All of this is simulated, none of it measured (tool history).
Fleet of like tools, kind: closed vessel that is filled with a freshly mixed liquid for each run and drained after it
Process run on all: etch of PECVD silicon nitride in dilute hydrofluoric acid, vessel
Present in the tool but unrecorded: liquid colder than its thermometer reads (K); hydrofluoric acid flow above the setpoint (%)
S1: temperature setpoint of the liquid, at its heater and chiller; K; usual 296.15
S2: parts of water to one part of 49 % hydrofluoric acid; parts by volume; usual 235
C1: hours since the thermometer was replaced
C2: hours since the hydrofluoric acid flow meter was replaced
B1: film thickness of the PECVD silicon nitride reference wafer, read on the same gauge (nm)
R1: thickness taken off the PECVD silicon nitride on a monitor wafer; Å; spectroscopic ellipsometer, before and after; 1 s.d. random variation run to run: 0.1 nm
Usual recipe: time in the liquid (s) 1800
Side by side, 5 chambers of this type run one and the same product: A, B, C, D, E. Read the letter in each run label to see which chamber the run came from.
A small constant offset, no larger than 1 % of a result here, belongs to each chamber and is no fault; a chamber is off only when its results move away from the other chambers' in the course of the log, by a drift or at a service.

{"run": "1E", "hour": 11.7, "S1": 296.15, "S2": 235, "time in the liquid (s)": 1800, "C1": 1874.6, "C2": 618.3, "B1": 60.012, "R1": 132.68}
{"run": "2A", "hour": 25.5, "S1": 296.15, "S2": 235, "time in the liquid (s)": 1800, "C1": 76.5, "C2": 455.9, "B1": 59.999, "R1": 132.24}
{"run": "3C", "hour": 34.6, "S1": 296.15, "S2": 235, "time in the liquid (s)": 1800, "C1": 1206, "C2": 1551, "B1": 60.005, "R1": 132.58}
{"hour": 37.1, "done": "chamber E: thermometer replaced"}
{"run": "4B", "hour": 41.9, "S1": 296.15, "S2": 235, "time in the liquid (s)": 1800, "C1": 440.8, "C2": 361.1, "B1": 59.979, "R1": 131.25}
{"run": "5D", "hour": 49.4, "S1": 296.15, "S2": 235, "time in the liquid (s)": 1800, "C1": 551.3, "C2": 728.6, "B1": 59.999, "R1": 133.18}
{"hour": 50.0, "done": "chamber C: hydrofluoric acid flow meter replaced"}
{"run": "6A", "hour": 59.9, "S1": 296.15, "S2": 235, "time in the liquid (s)": 1060, "C1": 110.9, "C2": 490.3, "B1": 59.964, "R1": 77.98}
{"run": "7E", "hour": 72.7, "S1": 296.15, "S2": 235, "time in the liquid (s)": 1060, "C1": 35.7, "C2": 679.3, "B1": 59.985, "R1": 77.121}
{"run": "8B", "hour": 82.6, "S1": 296.15, "S2": 235, "time in the liquid (s)": 1060, "C1": 481.5, "C2": 401.8, "B1": 60.044, "R1": 77.078}
{"run": "9D", "hour": 95.6, "S1": 296.15, "S2": 235, "time in the liquid (s)": 1060, "C1": 597.5, "C2": 774.8, "B1": 60.036, "R1": 78.31}
{"run": "10C", "hour": 106.8, "S1": 296.15, "S2": 235, "time in the liquid (s)": 1060, "C1": 1278.2, "C2": 56.9, "B1": 59.985, "R1": 78.11}
{"run": "11A", "hour": 114.2, "S1": 296.15, "S2": 235, "time in the liquid (s)": 1800, "C1": 165.2, "C2": 544.6, "B1": 60.013, "R1": 132.83}
{"run": "12C", "hour": 122.4, "S1": 299.15, "S2": 135, "time in the liquid (s)": 1800, "C1": 1293.8, "C2": 72.5, "B1": 60, "R1": 273.63}
{"run": "13D", "hour": 129.0, "S1": 299.15, "S2": 135, "time in the liquid (s)": 1800, "C1": 630.9, "C2": 808.2, "B1": 59.988, "R1": 273.92}
{"run": "14B", "hour": 136.6, "S1": 299.15, "S2": 135, "time in the liquid (s)": 1800, "C1": 535.5, "C2": 455.8, "B1": 60.024, "R1": 281.56}
{"run": "15E", "hour": 150.3, "S1": 299.15, "S2": 135, "time in the liquid (s)": 1800, "C1": 113.3, "C2": 756.9, "B1": 60.015, "R1": 274.88}
{"run": "16B", "hour": 164.9, "S1": 299.15, "S2": 135, "time in the liquid (s)": 1800, "C1": 563.8, "C2": 484.1, "B1": 60.004, "R1": 278.68}
{"run": "17D", "hour": 174.0, "S1": 296.15, "S2": 235, "time in the liquid (s)": 1800, "C1": 675.9, "C2": 853.2, "B1": 59.978, "R1": 131.62}
{"run": "18C", "hour": 184.7, "S1": 296.15, "S2": 235, "time in the liquid (s)": 1800, "C1": 1356.1, "C2": 134.8, "B1": 59.991, "R1": 131.06}
{"run": "19E", "hour": 195.4, "S1": 296.15, "S2": 235, "time in the liquid (s)": 1800, "C1": 158.4, "C2": 802, "B1": 59.982, "R1": 132.85}
{"run": "20A", "hour": 206.6, "S1": 296.15, "S2": 235, "time in the liquid (s)": 1800, "C1": 257.6, "C2": 637, "B1": 60.013, "R1": 132.55}
{"run": "21D", "hour": 221.4, "S1": 296.15, "S2": 235, "time in the liquid (s)": 1800, "C1": 723.3, "C2": 900.6, "B1": 60.059, "R1": 129.54}
{"run": "22E", "hour": 235.8, "S1": 296.15, "S2": 235, "time in the liquid (s)": 1800, "C1": 198.8, "C2": 842.4, "B1": 59.953, "R1": 130.93}
{"run": "23B", "hour": 250.1, "S1": 296.15, "S2": 235, "time in the liquid (s)": 1800, "C1": 649, "C2": 569.3, "B1": 59.968, "R1": 132.41}
{"run": "24A", "hour": 261.9, "S1": 296.15, "S2": 235, "time in the liquid (s)": 1800, "C1": 312.9, "C2": 692.3, "B1": 59.976, "R1": 133.32}
{"run": "25C", "hour": 275.5, "S1": 296.15, "S2": 235, "time in the liquid (s)": 1800, "C1": 1446.9, "C2": 225.6, "B1": 60.016, "R1": 130.45}
{"run": "26A", "hour": 288.5, "S1": 296.15, "S2": 235, "time in the liquid (s)": 1800, "C1": 339.5, "C2": 718.9, "B1": 60.015, "R1": 132.69}
{"run": "27D", "hour": 301.1, "S1": 296.15, "S2": 235, "time in the liquid (s)": 1800, "C1": 803, "C2": 980.3, "B1": 60.008, "R1": 127.58}
{"hour": 311.2, "done": "chamber A: hydrofluoric acid flow meter replaced"}
{"run": "28E", "hour": 313.7, "S1": 296.15, "S2": 235, "time in the liquid (s)": 1800, "C1": 276.7, "C2": 920.3, "B1": 60.001, "R1": 132.01}
{"run": "29C", "hour": 325.8, "S1": 296.15, "S2": 235, "time in the liquid (s)": 1800, "C1": 1497.2, "C2": 275.9, "B1": 59.954, "R1": 129.81}
{"run": "30B", "hour": 340.1, "S1": 296.15, "S2": 235, "time in the liquid (s)": 1410, "C1": 739, "C2": 659.3, "B1": 60.001, "R1": 102.77}
{"run": "31B", "hour": 346.6, "S1": 296.15, "S2": 235, "time in the liquid (s)": 1410, "C1": 745.5, "C2": 665.8, "B1": 60.051, "R1": 103.07}
{"run": "32D", "hour": 353.2, "S1": 296.15, "S2": 235, "time in the liquid (s)": 1410, "C1": 855.1, "C2": 1032.4, "B1": 59.992, "R1": 98.477}
{"run": "33E", "hour": 367.8, "S1": 296.15, "S2": 235, "time in the liquid (s)": 1410, "C1": 330.8, "C2": 974.4, "B1": 60.015, "R1": 104.22}
{"run": "34C", "hour": 379.8, "S1": 296.15, "S2": 235, "time in the liquid (s)": 1410, "C1": 1551.2, "C2": 329.9, "B1": 60.013, "R1": 103.52}
{"run": "35A", "hour": 393.0, "S1": 296.15, "S2": 235, "time in the liquid (s)": 1800, "C1": 444, "C2": 81.9, "B1": 59.962, "R1": 131.23}

Predict what each chamber gives when all 5 of them run the settings below next.
{"run": "36A", "hour": 403.7, "S1": 298.65, "S2": 235, "time in the liquid (s)": 1800, "R1": "?"}
{"run": "36B", "hour": 403.7, "S1": 298.65, "S2": 235, "time in the liquid (s)": 1800, "R1": "?"}
{"run": "36C", "hour": 403.7, "S1": 298.65, "S2": 235, "time in the liquid (s)": 1800, "R1": "?"}
{"run": "36D", "hour": 403.7, "S1": 298.65, "S2": 235, "time in the liquid (s)": 1800, "R1": "?"}
{"run": "36E", "hour": 403.7, "S1": 298.65, "S2": 235, "time in the liquid (s)": 1800, "R1": "?"}

run=36A R1=155.6
run=36B R1=154.31
run=36C R1=153.38
run=36D R1=145.39
run=36E R1=152.19
